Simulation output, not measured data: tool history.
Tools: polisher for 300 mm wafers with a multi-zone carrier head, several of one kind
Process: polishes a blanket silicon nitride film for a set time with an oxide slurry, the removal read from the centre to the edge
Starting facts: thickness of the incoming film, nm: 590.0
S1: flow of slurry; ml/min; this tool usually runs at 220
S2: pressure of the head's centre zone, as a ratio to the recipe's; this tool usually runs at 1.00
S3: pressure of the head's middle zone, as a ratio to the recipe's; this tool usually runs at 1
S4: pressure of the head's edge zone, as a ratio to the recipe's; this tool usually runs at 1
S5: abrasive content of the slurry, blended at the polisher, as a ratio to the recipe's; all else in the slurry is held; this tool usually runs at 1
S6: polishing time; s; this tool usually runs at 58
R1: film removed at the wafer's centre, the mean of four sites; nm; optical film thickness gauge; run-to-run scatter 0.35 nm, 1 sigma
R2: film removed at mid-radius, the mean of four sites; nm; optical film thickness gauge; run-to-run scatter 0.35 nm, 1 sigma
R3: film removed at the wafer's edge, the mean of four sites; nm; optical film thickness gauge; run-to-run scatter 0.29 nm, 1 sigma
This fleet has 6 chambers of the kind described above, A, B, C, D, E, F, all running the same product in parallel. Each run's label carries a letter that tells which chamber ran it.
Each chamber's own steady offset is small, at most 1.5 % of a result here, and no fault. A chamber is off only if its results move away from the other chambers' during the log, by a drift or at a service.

run	hour	S1	S2	S3	S4	S5	S6	R1	R2	R3
1F	4.4	220	1.00	1	1	1	58	29.671	29.509	29.899
2A	12.3	220	1.00	1	1	1	58	30.187	29.625	29.986
3B	16.8	220	1.00	1	1	1	58	29.277	29.285	28.764
# hour 18.3: chamber C: worn pad replaced by a new one
4E	23.2	220	1.00	1	1	1	58	29.359	28.933	29.157
# hour 23.8: chamber A: worn pad replaced by a new one
5D	30.4	220	1.00	1	1	1	58	29.393	29.292	29.023
# hour 34.4: chamber E: worn pad replaced by a new one
6C	37.5	220	1.00	1	1	1	58	29.682	28.874	30.086
7B	42.0	220	1.00	1	1	1	58	30.227	29.686	29.902
8D	46.5	220	1.00	1	1	1	58	29.516	29.694	28.719
9A	54.0	220	1.00	1	1	1	58	29.283	29.440	29.662
10E	61.9	220	1.00	1	1	1	58	29.498	28.713	29.378
# hour 63.2: chamber D: centre zone pressure recalibrated
11F	67.7	220	1.00	1	1	1	58	30.263	28.541	29.141
# hour 69.7: chamber E: edge zone pressure recalibrated
12C	72.3	220	1.00	1	1	1	58	29.017	28.874	29.317
13C	77.5	220	1.00	1	1	1	58	30.670	29.383	29.231
14B	83.6	220	1.00	1	1	1	58	29.101	29.487	29.963
15F	89.3	220	1.00	1	1	1	58	30.226	29.774	29.492
16D	95.9	220	1.00	1	1	1	58	30.074	29.646	29.082
17E	101.5	220	1.00	1	1	1	58	29.630	28.844	29.036
# hour 105.9: chamber A: worn pad replaced by a new one
18A	107.0	220	1.00	1	1	1	58	28.768	29.684	30.355
# hour 108.7: chamber F: worn pad replaced by a new one
19B	112.0	220	1.00	1	1	1	58	29.250	29.125	28.849
# hour 116.9: chamber C: worn pad replaced by a new one
20E	118.9	220	1.00	1	1	1	58	29.466	28.797	29.516
21C	126.6	220	1.00	1	1	1	58	29.955	29.204	29.565
22A	132.8	220	1.00	1	1	1	58	29.776	29.900	29.496
23D	136.5	220	1.00	1	1	1	58	29.386	29.458	28.405
24F	141.3	220	1.00	1	1	1	58	30.133	29.675	29.271
25A	145.1	220	1.00	1	1	1	58	29.301	29.421	30.106
# hour 145.2: chamber D: worn pad replaced by a new one
# hour 149.7: chamber E: worn pad replaced by a new one
# hour 150.1: chamber E: centre zone pressure recalibrated
26C	150.6	220	1.00	1	1	1	58	30.091	29.038	29.708
27D	158.3	220	1.00	1	1	1	58	29.796	29.367	29.190
28B	166.6	220	1.00	1	1	1	58	28.006	28.330	28.167
# hour 172.8: chamber F: slurry nozzle cleaned
29F	173.3	220	1.00	1	1	1	58	29.920	29.657	29.644
30E	178.6	220	1.00	1	1	1	58	29.029	29.164	29.454
# hour 179.6: chamber F: centre zone pressure recalibrated
31C	183.1	220	1.00	1	1	1	58	29.846	29.655	29.076
32B	191.2	220	1.00	1	1	1	58	27.152	27.127	27.282
33A	198.1	220	1.00	1	1	1	58	28.764	29.940	29.786
34D	204.5	220	1.06	1	1	1	58	31.482	29.509	29.229
35E	212.6	220	1.06	1	1	1	58	31.919	28.998	28.755
36F	218.7	220	1.06	1	1	1	58	32.165	29.523	28.957
37C	222.9	220	1.06	1	1	1	58	31.312	29.624	29.446
38D	228.3	220	1.06	1	1	1	58	31.008	29.013	29.364
39F	234.1	220	1.06	1	1	1	58	31.495	29.790	29.202

Has any chamber moved away from the others, gradually or after a service, or does the common gauge drift, or do the chambers differ only by their own small steady offsets? State the chamber and the most likely cause if one applies.

It is chamber B that slowly wanders off from its peers.
Likeliest cause: removal rate lost through wear of the pad, % = 11.6.

Here are 4 candidates for chamber B's next run, each the usual settings with a change, their results left as question marks. Which one brings its results back in line with what the others give on the usual settings?
In-line tolerance around the mean of the other chambers on the usual settings: R1 1.200 nm; R2 1.200 nm; R3 1.000 nm
40B-1	240.3	220	1.00	1	1.00	1.00	56	?	?	?
40B-2	240.3	220	1.00	1	0.99	0.95	53	?	?	?
40B-3	240.3	220	1.00	1	1.00	1.00	61	?	?	?
40B-4	240.3	225	1.01	1	1.00	1.05	64	?	?	?

The other chambers' mean on the usual settings: R1 29.546 nm; R2 29.412 nm; R3 29.391 nm
run	R1	R2	R3
40B-1	25.492	25.318	25.296
40B-2	23.545	23.385	23.241
40B-3	27.768	27.579	27.555
40B-4	30.225	29.681	29.634
40B-4 puts the chamber back in line with the other chambers.

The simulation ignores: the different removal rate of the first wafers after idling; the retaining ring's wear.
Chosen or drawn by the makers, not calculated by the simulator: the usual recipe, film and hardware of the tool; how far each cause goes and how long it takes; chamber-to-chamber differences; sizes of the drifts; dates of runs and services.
